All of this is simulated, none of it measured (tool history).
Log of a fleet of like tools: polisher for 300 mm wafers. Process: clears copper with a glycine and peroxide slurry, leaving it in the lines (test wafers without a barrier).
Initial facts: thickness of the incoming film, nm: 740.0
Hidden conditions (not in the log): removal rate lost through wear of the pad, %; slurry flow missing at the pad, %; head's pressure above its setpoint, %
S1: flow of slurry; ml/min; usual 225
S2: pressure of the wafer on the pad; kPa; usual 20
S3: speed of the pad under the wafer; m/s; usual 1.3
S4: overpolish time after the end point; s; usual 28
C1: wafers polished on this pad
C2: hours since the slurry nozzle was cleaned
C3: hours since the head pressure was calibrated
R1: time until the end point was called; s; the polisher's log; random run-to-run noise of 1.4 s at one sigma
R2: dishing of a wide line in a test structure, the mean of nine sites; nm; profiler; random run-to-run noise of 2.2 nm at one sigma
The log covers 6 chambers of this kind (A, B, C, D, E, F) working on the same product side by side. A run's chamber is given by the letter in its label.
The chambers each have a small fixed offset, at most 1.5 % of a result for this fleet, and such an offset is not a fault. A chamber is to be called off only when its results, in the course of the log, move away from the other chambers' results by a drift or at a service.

run   hour   S1  S2   S3  S4    C1     C2      C3      R1      R2
 1F     10  225  20  1.3  28  1047  293.8   419.9  106.36  88.268
      16.3  -- chamber A: worn pad replaced by a new one
 2A     21  225  20  1.3  28    29   61.2   410.4  103.47  89.921
 3E   32.4  225  20  1.3  28   393  608.7   800.6  102.93  84.849
      35.9  -- chamber F: worn pad replaced by a new one
 4C   38.1  225  20  1.3  28  1242  618.9   215.3  106.92  88.563
 5B     49  225  20  1.3  28   571  682.6   150.8   106.5   87.98
      52.8  -- chamber F: slurry nozzle cleaned
 6D   59.2  225  20  1.3  28  1252  247.8    69.7  108.12   85.55
 7E   67.9  290  20  1.3  22   613  644.2   836.1  104.51  79.454
      72.5  -- chamber C: worn pad replaced by a new one
 8F   76.4  290  20  1.3  22   250   23.6   486.3  102.75  81.791
 9A   85.8  290  20  1.3  22   430    126   475.2  102.08    78.2
      87.4  -- chamber B: slurry nozzle cleaned
      92.9  -- chamber C: slurry nozzle cleaned
10C   93.2  290  20  1.3  22   128    0.4   270.4  102.06  77.699
11D  104.3  290  20  1.3  22  1531  292.9   114.8  106.33  80.416
12B  111.1  290  20  1.3  22   955   23.7   212.9  104.77  79.864
     113.7  -- chamber E: worn pad replaced by a new one
       118  -- chamber B: worn pad replaced by a new one
13E  121.7  225  20  1.3  44    49    698   889.9  106.31  109.67
14D  128.1  225  20  1.3  44  1678  316.7   138.6  108.42  103.39
15B  135.2  225  20  1.3  44   106   47.8     237  103.42   108.7
     136.4  -- chamber A: worn pad replaced by a new one
16F    143  225  20  1.3  44   662   90.2   552.9   107.4  106.85
17A  150.2  225  20  1.3  44    85  190.4   539.6  104.54  103.15
18C  159.6  225  20  1.3  44   539   66.8   336.8  108.03  107.03
19A  167.7  225  20  1.3  28   193  207.9   557.1  105.07  89.359
     170.1  -- chamber C: head pressure recalibrated
20E  175.9  225  20  1.3  28   385  752.2   944.1  105.76   88.75
21B  182.7  225  20  1.3  28   400   95.3   284.5  107.36  89.313
22D    190  225  20  1.6  28  2061  378.6   200.5  93.614  91.185
23C  202.1  225  20  1.6  28   802  109.3      32  90.109  93.984
24F  212.1  225  20  1.6  28  1090  159.3     622  88.007  97.532
     215.1  -- chamber F: worn pad replaced by a new one
     215.4  -- chamber E: slurry nozzle cleaned
25D  219.4  225  20  1.6  28  2243    408   229.9  94.169  95.484
     228.3  -- chamber A: worn pad replaced by a new one
26B  230.6  225  20  1.6  28   696  143.2   332.4  87.864  92.397
27C  235.8  225  20  1.6  28  1010    143    65.7   88.73  94.937
       245  -- chamber E: worn pad replaced by a new one
28F  247.5  225  20  1.3  28   200  194.7   657.4  104.24  90.936
29A  254.4  225  20  1.3  28   161  294.6   643.8  106.97  89.839
30E  259.9  225  20  1.3  28    92   44.5  1028.1  103.41  92.431
31D  270.5  170  20  1.3  28  2559  459.1     281  120.85  85.038
     270.8  -- chamber C: worn pad replaced by a new one
32A  282.1  170  20  1.3  28   332  322.3   671.5  109.12  87.094
33E  289.9  170  20  1.3  28   277   74.5  1058.1   112.1  87.472
34B  299.7  170  20  1.3  28  1123  212.3   401.5  111.54  84.247
35C  311.1  170  20  1.3  28   249  218.3     141  112.43  90.145
36F  320.6  170  20  1.3  28   652  267.8   730.5  109.01    89.1
37D  330.1  225  20  1.3  28  2928  518.7   340.6  118.24  85.046
38A  339.5  285  20  1.3  28   687  379.7   728.9  105.87  86.412
39C  348.7  285  20  1.3  28   482  255.9   178.6  104.67  87.566

For the next run the whole fleet of 6 chambers uses the same settings. Give each chamber's results:
40A  357.4  185  20  1.3  28               ?   ?
40B  357.4  185  20  1.3  28               ?   ?
40C  357.4  185  20  1.3  28               ?   ?
40D  357.4  185  20  1.3  28               ?   ?
40E  357.4  185  20  1.3  28               ?   ?
40F  357.4  185  20  1.3  28               ?   ?

run      R1      R2
40A   109.2  89.308
40B  109.13  88.784
40C  109.83   85.42
40D  117.95  85.378
40E  106.09  87.222
40F  109.23  86.522
